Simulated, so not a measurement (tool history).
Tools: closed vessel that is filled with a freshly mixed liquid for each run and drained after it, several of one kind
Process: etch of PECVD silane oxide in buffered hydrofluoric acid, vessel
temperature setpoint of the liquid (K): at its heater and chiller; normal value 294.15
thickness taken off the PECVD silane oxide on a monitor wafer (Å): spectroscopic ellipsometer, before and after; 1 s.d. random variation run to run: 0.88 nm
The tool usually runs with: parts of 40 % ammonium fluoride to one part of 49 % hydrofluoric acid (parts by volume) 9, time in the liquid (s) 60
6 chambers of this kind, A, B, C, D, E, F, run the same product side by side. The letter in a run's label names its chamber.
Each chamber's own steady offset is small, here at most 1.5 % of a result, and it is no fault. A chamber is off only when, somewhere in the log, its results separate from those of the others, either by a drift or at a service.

run,hour,temperature setpoint of the liquid (K),parts of 40 % ammonium fluoride to one part of 49 % hydrofluoric acid (parts by volume),time in the liquid (s),"read-back film thickness of the PECVD silane oxide reference wafer, read on the same gauge (nm)",thickness taken off the PECVD silane oxide on a monitor wafer (Å)
1D,10.9,294.15,9,60,139.99,1008.7
2A,22.4,294.15,9,60,140.05,990.94
3E,34.7,294.15,9,60,139.97,1006.5
4C,47.1,294.15,9,60,140.05,1020.9
5F,54.8,294.15,9,60,139.97,1007
6B,66,294.15,9,60,140.03,1031.3
7B,79,297.65,9,35,140.03,716.12
8D,90.1,297.65,9,35,139.99,721.28
9E,98.6,297.65,9,35,140,715.28
10C,109.8,297.65,9,35,140.01,714.77
11F,124.1,297.65,9,35,139.99,702.7
12A,139.1,297.65,9,35,140.01,704.23
13C,148.1,294.15,9,60,139.99,1001.6
14B,156.7,294.15,9,60,139.98,1019.7
15D,164.6,294.15,9,60,140,1015.1
16E,177,294.15,12,30,140.04,397.16
17F,186.9,294.15,12,30,139.97,386.87
18A,197.1,294.15,12,30,140.02,385.29
19B,204.6,294.15,12,30,140,389.89
20D,215.5,294.15,12,30,140,393.88
# hour 228.6: chamber D: hydrofluoric acid flow meter replaced
21C,230.5,294.15,12,30,140.01,391.12
22A,239.7,294.15,6,90,139.99,2285.5
23F,254.8,294.15,6,90,140.02,2230.9
24E,264.7,294.15,6,90,140.03,2272.6
# hour 273.3: chamber B: thermometer replaced
25A,276.5,294.15,6,90,140.01,2250.7
# hour 282.5: chamber A: thermometer replaced
26B,285.9,294.15,6,90,139.99,2275.9
27C,297.9,294.15,6,90,139.99,2247.1
28D,305.4,294.15,9,60,140.01,1008.4
29E,316.1,294.15,9,60,140.01,1010.8
30F,328,294.15,9,60,140.02,987.45
31B,335.6,295.65,10.5,60,139.99,960.99
32D,343.9,295.65,10.5,60,140.02,982.53
33F,357.9,295.65,10.5,60,139.99,955.12
# hour 365.1: chamber E: hydrofluoric acid flow meter replaced
34E,373.4,295.65,10.5,60,140,990.36
35C,385.5,295.65,10.5,60,139.97,979.36
36A,395,295.65,10.5,60,139.97,978.41
37A,407.5,294.15,9,60,140,995.46

Next, every chamber runs the same settings. What will each give?
38A,418.8,294.15,12,60,,?
38B,418.8,294.15,12,60,,?
38C,418.8,294.15,12,60,,?
38D,418.8,294.15,12,60,,?
38E,418.8,294.15,12,60,,?
38F,418.8,294.15,12,60,,?

run,thickness taken off the PECVD silane oxide on a monitor wafer (Å)
38A,776.87
38B,796.64
38C,773.32
38D,802.18
38E,785.04
38F,785.02
